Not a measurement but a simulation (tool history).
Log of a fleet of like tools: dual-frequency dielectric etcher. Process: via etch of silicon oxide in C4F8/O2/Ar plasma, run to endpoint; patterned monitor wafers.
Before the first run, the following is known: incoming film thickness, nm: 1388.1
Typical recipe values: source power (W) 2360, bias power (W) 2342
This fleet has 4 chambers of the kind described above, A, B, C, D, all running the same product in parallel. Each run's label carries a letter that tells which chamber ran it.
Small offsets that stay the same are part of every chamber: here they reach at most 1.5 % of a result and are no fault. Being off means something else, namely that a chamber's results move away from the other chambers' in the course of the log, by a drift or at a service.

run,hour,source power (W),bias power (W),hours since the last wet clean,hours since the last source power generator calibration,hours since the last bias power generator calibration,endpoint time (s)
1B,9.6,2360,2342,158.9,2162.0,2149.7,243.19
2A,20.6,2360,2342,189.9,393.5,2892.4,244.84
3C,33.5,2360,2342,362.9,2270.3,58.8,247.47
4D,46.8,2360,2342,400.6,79.9,1180.9,245.63
5D,58.4,2360,2342,412.2,91.5,1192.5,243.33
6B,71.3,2360,2342,220.6,2223.7,2211.4,242.83
7C,79.6,2360,2342,409.0,2316.4,104.9,247.40
8A,90.0,2360,2342,259.3,462.9,2961.8,244.80
9D,103.0,2360,2342,456.8,136.1,1237.1,243.25
10A,110.7,2360,2342,280.0,483.6,2982.5,244.92
11C,123.9,2360,2342,453.3,2360.7,149.2,248.14
12B,132.3,2360,2342,281.6,2284.7,2272.4,238.64
13B,145.6,2130,2750,294.9,2298.0,2285.7,239.06
# hour 145.7: chamber D: wet clean of the chamber
14C,155.9,2130,2750,485.3,2392.7,181.2,246.51
15D,164.5,2130,2750,18.9,197.6,1298.6,242.55
16A,178.0,2130,2750,347.3,550.9,3049.8,242.88
17A,184.0,2360,2342,353.3,556.9,3055.8,243.52
18C,195.3,2360,2342,524.7,2432.1,220.6,248.05
19B,204.1,2360,2342,353.4,2356.5,2344.2,237.40
20D,212.9,2360,2342,67.3,246.0,1347.0,244.64
21C,220.3,2360,2342,549.7,2457.1,245.6,247.61
# hour 224.4: chamber C: wet clean of the chamber
# hour 225.1: chamber A: wet clean of the chamber
22B,233.4,1810,2342,382.7,2385.8,2373.5,263.46
23D,242.3,1810,2342,96.7,275.4,1376.4,273.65
24A,254.5,1810,2342,29.5,627.4,3126.3,272.70
25D,262.0,1810,2342,116.4,295.1,1396.1,271.95
26C,273.9,2580,2884,49.5,2510.7,299.2,225.14
27A,285.6,2580,2884,60.6,658.5,3157.4,221.79

All chambers now run identical settings, listed one chamber a line with results as question marks. What results will each chamber show?
28A,295.3,2360,2679,,,,?
28B,295.3,2360,2679,,,,?
28C,295.3,2360,2679,,,,?
28D,295.3,2360,2679,,,,?

run,endpoint time (s)
28A,235.49
28B,225.07
28C,239.16
28D,234.95
